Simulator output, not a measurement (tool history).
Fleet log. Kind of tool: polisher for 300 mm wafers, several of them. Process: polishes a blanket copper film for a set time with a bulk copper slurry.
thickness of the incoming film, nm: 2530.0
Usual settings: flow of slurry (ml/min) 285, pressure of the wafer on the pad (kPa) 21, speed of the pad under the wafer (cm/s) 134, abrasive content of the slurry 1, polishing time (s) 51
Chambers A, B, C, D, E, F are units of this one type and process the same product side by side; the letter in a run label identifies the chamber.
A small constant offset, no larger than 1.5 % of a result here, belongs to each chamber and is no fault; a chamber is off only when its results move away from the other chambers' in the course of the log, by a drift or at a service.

run,day,flow of slurry (ml/min),pressure of the wafer on the pad (kPa),speed of the pad under the wafer (cm/s),abrasive content of the slurry,polishing time (s),film removed (angstrom)
1B,0.233,285,21,134,1,51,6776.9
# day 0.329: chamber B: worn pad replaced by a new one
2D,0.567,285,21,134,1,51,6961.6
3E,0.838,285,21,134,1,51,6667.3
4F,1.054,285,21,134,1,51,6775.6
# day 1.129: chamber F: slurry blender recalibrated
# day 1.188: chamber A: worn pad replaced by a new one
5A,1.292,285,21,134,1,51,6736.5
6C,1.542,285,21,134,1,51,6692.9
7D,1.842,285,21,134,1,51,6752.3
# day 1.854: chamber F: worn pad replaced by a new one
8E,2.058,285,21,134,1,51,6803.7
# day 2.183: chamber D: worn pad replaced by a new one
9F,2.354,285,21,134,1,51,6831.0
# day 2.467: chamber C: slurry blender recalibrated
10A,2.575,285,21,134,1,51,6711.4
11B,2.796,285,21,134,1,51,6719.1
# day 3.025: chamber B: slurry blender recalibrated
12C,3.138,285,21,134,1,51,6897.4
13F,3.317,285,21,134,1,51,6819.6
# day 3.471: chamber E: worn pad replaced by a new one
14D,3.662,220,21,116,1,51,5691.6
15E,3.858,220,21,116,1,51,5703.3
16C,4.100,220,21,116,1,51,5804.4
# day 4.258: chamber F: worn pad replaced by a new one
# day 4.342: chamber E: slurry blender recalibrated
17A,4.342,220,21,116,1,51,5690.7
# day 4.371: chamber C: worn pad replaced by a new one
# day 4.375: chamber D: slurry blender recalibrated
# day 4.392: chamber B: worn pad replaced by a new one
18B,4.683,220,21,116,1,51,5774.6
19A,4.862,220,21,116,1,51,5557.1
# day 5.138: chamber A: worn pad replaced by a new one
20C,5.221,285,21,134,1,51,6656.1
# day 5.229: chamber A: head pressure recalibrated
21F,5.488,285,21,134,1,51,6840.4
# day 5.638: chamber E: head pressure recalibrated
22D,5.808,285,21,134,1,51,6824.0
23B,6.062,285,21,134,1,51,6884.1
24E,6.296,285,21,134,1,51,7608.8
# day 6.454: chamber D: worn pad replaced by a new one
25C,6.475,285,21,134,1,51,6872.4
26F,6.721,285,21,134,1,51,6839.2
# day 6.788: chamber F: worn pad replaced by a new one
27E,6.929,285,21,134,1,51,7476.9
28A,7.192,285,21,134,1,51,6687.3
# day 7.258: chamber E: worn pad replaced by a new one
29B,7.571,285,21,134,1,51,6806.8
30D,7.817,285,21,134,1,51,6864.7
31B,8.162,285,21,134,1,51,6744.5
# day 8.504: chamber C: head pressure recalibrated
32E,8.542,285,21,134,1,51,7478.5
33C,8.871,285,21,134,1,51,6722.2
# day 9.038: chamber A: worn pad replaced by a new one
34D,9.062,380,21,134,1,51,7093.6
# day 9.271: chamber C: worn pad replaced by a new one
35F,9.421,380,21,134,1,51,7011.6
# day 9.500: chamber A: slurry nozzle cleaned
36A,9.592,380,21,134,1,51,6770.1
37C,9.817,380,21,134,1,51,6934.7
38A,10.046,380,21,134,1,51,6948.5

What goes on in this fleet: one chamber off, a drifting gauge, or nothing beyond the chambers' own small offsets? Name the chamber and the cause, if any.

Chamber E came out of a service off from its peers and stayed that way.
Likeliest cause: head's pressure above its setpoint, % = 10.9.

Here are 4 candidates for chamber E's next run, each the usual settings with a change, their results left as question marks. Which one brings its results back in line with what the others give on the usual settings?
In line means no further than this from the other chambers' mean on the usual settings: film removed (angstrom) 250.0
39E-1,10.329,285,21.4,134,1,54,?
39E-2,10.329,285,20.0,130,1,49,?
39E-3,10.329,285,20.7,136,1,52,?
39E-4,10.329,285,20.0,134,1,51,?

Other chambers, usual settings, mean: film removed (angstrom) 6764.1
run,film removed (angstrom)
39E-1,8183.9
39E-2,6736.4
39E-3,7737.8
39E-4,7226.3
39E-2 is the one that brings the chamber's results back in line with the other chambers.
